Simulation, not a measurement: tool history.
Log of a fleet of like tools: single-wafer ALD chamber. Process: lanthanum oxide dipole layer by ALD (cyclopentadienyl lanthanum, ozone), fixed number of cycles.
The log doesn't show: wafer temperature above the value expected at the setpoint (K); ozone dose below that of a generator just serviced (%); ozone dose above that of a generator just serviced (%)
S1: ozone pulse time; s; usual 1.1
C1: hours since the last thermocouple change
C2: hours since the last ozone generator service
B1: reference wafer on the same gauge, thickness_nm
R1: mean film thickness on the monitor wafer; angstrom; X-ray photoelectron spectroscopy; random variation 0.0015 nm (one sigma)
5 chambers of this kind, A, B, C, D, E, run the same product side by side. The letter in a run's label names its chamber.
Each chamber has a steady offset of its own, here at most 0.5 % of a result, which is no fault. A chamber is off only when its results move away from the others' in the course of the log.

run 1D hour=3.2 | S1=1.1 | C1=819.5 C2=351 | B1=0.58689 | R1=5.1309
run 2B hour=8.3 | S1=1.1 | C1=1516 C2=1761.2 | B1=0.58695 | R1=5.1404
run 3C hour=10.6 | S1=1.1 | C1=1402.1 C2=151.2 | B1=0.5872 | R1=5.1575
run 4A hour=13.7 | S1=1.1 | C1=1643.4 C2=728.3 | B1=0.58697 | R1=5.1196
run 5E hour=16.9 | S1=1.1 | C1=2239.7 C2=763 | B1=0.58697 | R1=5.1832
run 6A hour=21.8 | S1=1.1 | C1=1651.5 C2=736.4 | B1=0.58702 | R1=5.0908
run 7C hour=27.1 | S1=1.1 | C1=1418.6 C2=167.7 | B1=0.58681 | R1=5.1727
run 8E hour=31.8 | S1=1.1 | C1=2254.6 C2=777.9 | B1=0.58661 | R1=5.162
run 9B hour=34.3 | S1=0.76 | C1=1542 C2=1787.2 | B1=0.58717 | R1=4.5279
run 10D hour=38.6 | S1=0.76 | C1=854.9 C2=386.4 | B1=0.58688 | R1=4.527
run 11E hour=41 | S1=0.76 | C1=2263.8 C2=787.1 | B1=0.58705 | R1=4.4948
-- hour=43 chamber B: ozone generator serviced
run 12D hour=45.6 | S1=0.76 | C1=861.9 C2=393.4 | B1=0.58686 | R1=4.5365
run 13A hour=49.4 | S1=0.76 | C1=1679.1 C2=764 | B1=0.58726 | R1=4.5357
run 14B hour=52 | S1=1.1 | C1=1559.7 C2=9.1 | B1=0.58732 | R1=5.1786
run 15C hour=55.2 | S1=1.1 | C1=1446.7 C2=195.8 | B1=0.5869 | R1=5.1552
run 16A hour=59.5 | S1=1.1 | C1=1689.2 C2=774.1 | B1=0.58724 | R1=5.0962
run 17C hour=64.7 | S1=1.1 | C1=1456.2 C2=205.3 | B1=0.58687 | R1=5.1438
run 18E hour=69.3 | S1=1.1 | C1=2292.1 C2=815.4 | B1=0.5867 | R1=5.1502
run 19D hour=73.6 | S1=1.1 | C1=889.9 C2=421.4 | B1=0.5875 | R1=5.1224
run 20B hour=77.2 | S1=1.1 | C1=1584.9 C2=34.3 | B1=0.58673 | R1=5.1789
run 21D hour=81.2 | S1=0.86 | C1=897.5 C2=429 | B1=0.58733 | R1=4.7421
run 22E hour=83.6 | S1=0.86 | C1=2306.4 C2=829.7 | B1=0.58708 | R1=4.7505
run 23B hour=88 | S1=0.86 | C1=1595.7 C2=45.1 | B1=0.5866 | R1=4.7688
-- hour=90.3 chamber E: ozone generator serviced
run 24A hour=90.7 | S1=0.86 | C1=1720.4 C2=805.3 | B1=0.58686 | R1=4.7235
run 25C hour=93.2 | S1=0.86 | C1=1484.7 C2=233.8 | B1=0.58712 | R1=4.7247
run 26B hour=95.8 | S1=1.1 | C1=1603.5 C2=52.9 | B1=0.58706 | R1=5.2005
run 27D hour=99.3 | S1=1.1 | C1=915.6 C2=447.1 | B1=0.58688 | R1=5.1543
run 28E hour=102.7 | S1=1.1 | C1=2325.5 C2=12.4 | B1=0.58677 | R1=5.1467
run 29C hour=105.5 | S1=1.1 | C1=1497 C2=246.1 | B1=0.58692 | R1=5.1572
-- hour=107.4 chamber D: thermocouple changed; heater temperature recalibrated
run 30A hour=110.3 | S1=1.1 | C1=1740 C2=824.9 | B1=0.58695 | R1=5.1007
run 31D hour=113.2 | S1=1.1 | C1=5.9 C2=461 | B1=0.58746 | R1=5.1494
run 32A hour=117.9 | S1=1.1 | C1=1747.6 C2=832.5 | B1=0.58716 | R1=5.142
run 33C hour=121.9 | S1=1.1 | C1=1513.4 C2=262.5 | B1=0.58706 | R1=5.1632
run 34B hour=125.6 | S1=1.1 | C1=1633.3 C2=82.7 | B1=0.58698 | R1=5.1765
run 35E hour=130.8 | S1=0.86 | C1=2353.6 C2=40.5 | B1=0.58706 | R1=4.7445
run 36A hour=135.1 | S1=0.86 | C1=1764.8 C2=849.7 | B1=0.58709 | R1=4.7176
run 37D hour=139 | S1=0.86 | C1=31.7 C2=486.8 | B1=0.58666 | R1=4.7383
run 38C hour=142.2 | S1=0.86 | C1=1533.7 C2=282.8 | B1=0.58681 | R1=4.7469

Next, every chamber runs the same settings. What will each give?
run 39A hour=146 | S1=1.1 | R1=?
run 39B hour=146 | S1=1.1 | R1=?
run 39C hour=146 | S1=1.1 | R1=?
run 39D hour=146 | S1=1.1 | R1=?
run 39E hour=146 | S1=1.1 | R1=?

run=39A R1=5.1056
run=39B R1=5.1531
run=39C R1=5.1312
run=39D R1=5.1741
run=39E R1=5.162

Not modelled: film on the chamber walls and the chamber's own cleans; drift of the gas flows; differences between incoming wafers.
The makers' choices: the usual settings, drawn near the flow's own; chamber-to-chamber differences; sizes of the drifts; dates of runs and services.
